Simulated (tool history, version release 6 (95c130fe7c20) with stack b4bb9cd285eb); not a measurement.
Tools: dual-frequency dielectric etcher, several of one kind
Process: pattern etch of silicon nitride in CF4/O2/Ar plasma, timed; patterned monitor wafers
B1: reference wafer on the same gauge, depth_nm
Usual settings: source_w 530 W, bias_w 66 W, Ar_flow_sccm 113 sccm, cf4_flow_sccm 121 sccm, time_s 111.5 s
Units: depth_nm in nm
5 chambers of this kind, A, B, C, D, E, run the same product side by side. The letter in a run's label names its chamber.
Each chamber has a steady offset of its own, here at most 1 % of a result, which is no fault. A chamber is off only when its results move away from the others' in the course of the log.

run 1B hour=8.1 | source_w=530 bias_w=66 Ar_flow_sccm=113 cf4_flow_sccm=121 time_s=111.5 | B1=281.93 | depth_nm=248.26
run 2E hour=19.2 | source_w=530 bias_w=66 Ar_flow_sccm=113 cf4_flow_sccm=121 time_s=111.5 | B1=282 | depth_nm=248.22
-- hour=22.8 chamber B: wet clean of the chamber
run 3C hour=33.2 | source_w=530 bias_w=66 Ar_flow_sccm=113 cf4_flow_sccm=121 time_s=111.5 | B1=282.16 | depth_nm=248.11
run 4D hour=40.9 | source_w=530 bias_w=66 Ar_flow_sccm=113 cf4_flow_sccm=121 time_s=111.5 | B1=281.77 | depth_nm=251.19
run 5A hour=53.3 | source_w=530 bias_w=66 Ar_flow_sccm=113 cf4_flow_sccm=121 time_s=111.5 | B1=281.94 | depth_nm=249.31
-- hour=61.4 chamber E: wet clean of the chamber
run 6D hour=66.9 | source_w=530 bias_w=66 Ar_flow_sccm=113 cf4_flow_sccm=121 time_s=111.5 | B1=281.94 | depth_nm=251.04
run 7E hour=73.8 | source_w=530 bias_w=66 Ar_flow_sccm=113 cf4_flow_sccm=121 time_s=111.5 | B1=281.95 | depth_nm=248.02
run 8B hour=80.9 | source_w=530 bias_w=66 Ar_flow_sccm=113 cf4_flow_sccm=121 time_s=111.5 | B1=282.12 | depth_nm=249.32
run 9A hour=94.9 | source_w=530 bias_w=66 Ar_flow_sccm=113 cf4_flow_sccm=121 time_s=111.5 | B1=282.19 | depth_nm=248.26
run 10C hour=108.1 | source_w=530 bias_w=66 Ar_flow_sccm=113 cf4_flow_sccm=121 time_s=111.5 | B1=282.1 | depth_nm=248.11
run 11A hour=120.3 | source_w=530 bias_w=66 Ar_flow_sccm=113 cf4_flow_sccm=121 time_s=111.5 | B1=281.77 | depth_nm=248.29
run 12B hour=132.6 | source_w=530 bias_w=66 Ar_flow_sccm=113 cf4_flow_sccm=121 time_s=111.5 | B1=282.04 | depth_nm=249.52
run 13E hour=141.1 | source_w=530 bias_w=66 Ar_flow_sccm=113 cf4_flow_sccm=121 time_s=111.5 | B1=281.93 | depth_nm=248.54
run 14C hour=149.9 | source_w=530 bias_w=66 Ar_flow_sccm=113 cf4_flow_sccm=121 time_s=111.5 | B1=282.06 | depth_nm=248.35
run 15D hour=157.4 | source_w=530 bias_w=66 Ar_flow_sccm=113 cf4_flow_sccm=121 time_s=111.5 | B1=281.93 | depth_nm=250.82
run 16B hour=165.5 | source_w=530 bias_w=66 Ar_flow_sccm=113 cf4_flow_sccm=121 time_s=111.5 | B1=281.79 | depth_nm=249.38
run 17C hour=176.1 | source_w=530 bias_w=66 Ar_flow_sccm=113 cf4_flow_sccm=121 time_s=111.5 | B1=282.03 | depth_nm=247.82
run 18D hour=187.5 | source_w=530 bias_w=66 Ar_flow_sccm=113 cf4_flow_sccm=121 time_s=111.5 | B1=282.07 | depth_nm=250.62
-- hour=191.9 chamber E: source power generator calibrated
run 19A hour=201.2 | source_w=530 bias_w=66 Ar_flow_sccm=113 cf4_flow_sccm=121 time_s=111.5 | B1=281.95 | depth_nm=248.93
run 20E hour=208.5 | source_w=530 bias_w=66 Ar_flow_sccm=113 cf4_flow_sccm=121 time_s=111.5 | B1=281.97 | depth_nm=258.52
run 21B hour=222 | source_w=530 bias_w=66 Ar_flow_sccm=113 cf4_flow_sccm=121 time_s=111.5 | B1=281.97 | depth_nm=248.9
-- hour=225.9 chamber E: CF4 flow controller replaced
run 22E hour=234.4 | source_w=530 bias_w=66 Ar_flow_sccm=113 cf4_flow_sccm=121 time_s=111.5 | B1=281.85 | depth_nm=259.97
run 23D hour=240.7 | source_w=530 bias_w=52 Ar_flow_sccm=113 cf4_flow_sccm=121 time_s=92 | B1=281.98 | depth_nm=189.82
run 24C hour=254.4 | source_w=530 bias_w=52 Ar_flow_sccm=113 cf4_flow_sccm=121 time_s=92 | B1=282.14 | depth_nm=187.46
-- hour=265.3 chamber A: bias power generator calibrated
-- hour=266.7 chamber C: wet clean of the chamber
run 25A hour=267.3 | source_w=530 bias_w=52 Ar_flow_sccm=113 cf4_flow_sccm=121 time_s=92 | B1=281.88 | depth_nm=187.87
run 26C hour=278 | source_w=530 bias_w=52 Ar_flow_sccm=113 cf4_flow_sccm=121 time_s=92 | B1=281.93 | depth_nm=187.53
-- hour=284.3 chamber B: CF4 flow controller replaced
run 27D hour=291.6 | source_w=530 bias_w=52 Ar_flow_sccm=113 cf4_flow_sccm=121 time_s=92 | B1=282.07 | depth_nm=189.18
run 28E hour=304.6 | source_w=530 bias_w=66 Ar_flow_sccm=113 cf4_flow_sccm=121 time_s=111.5 | B1=282.19 | depth_nm=258.38
run 29A hour=314.4 | source_w=530 bias_w=54 Ar_flow_sccm=113 cf4_flow_sccm=121 time_s=111.5 | B1=282.04 | depth_nm=229.37
run 30B hour=321.2 | source_w=530 bias_w=54 Ar_flow_sccm=113 cf4_flow_sccm=121 time_s=111.5 | B1=282.06 | depth_nm=231.07
run 31A hour=333.9 | source_w=530 bias_w=54 Ar_flow_sccm=113 cf4_flow_sccm=121 time_s=111.5 | B1=281.93 | depth_nm=229.58
run 32B hour=345.8 | source_w=530 bias_w=54 Ar_flow_sccm=113 cf4_flow_sccm=121 time_s=111.5 | B1=281.83 | depth_nm=232
run 33E hour=358.7 | source_w=530 bias_w=54 Ar_flow_sccm=113 cf4_flow_sccm=121 time_s=111.5 | B1=282.14 | depth_nm=239.36

Next, every chamber runs the same settings. What will each give?
run 34A hour=369 | source_w=440 bias_w=66 Ar_flow_sccm=113 cf4_flow_sccm=121 time_s=111.5 | depth_nm=?
run 34B hour=369 | source_w=440 bias_w=66 Ar_flow_sccm=113 cf4_flow_sccm=121 time_s=111.5 | depth_nm=?
run 34C hour=369 | source_w=440 bias_w=66 Ar_flow_sccm=113 cf4_flow_sccm=121 time_s=111.5 | depth_nm=?
run 34D hour=369 | source_w=440 bias_w=66 Ar_flow_sccm=113 cf4_flow_sccm=121 time_s=111.5 | depth_nm=?
run 34E hour=369 | source_w=440 bias_w=66 Ar_flow_sccm=113 cf4_flow_sccm=121 time_s=111.5 | depth_nm=?

run=34A depth_nm=212.25
run=34B depth_nm=212.52
run=34C depth_nm=211.45
run=34D depth_nm=214.07
run=34E depth_nm=220.33
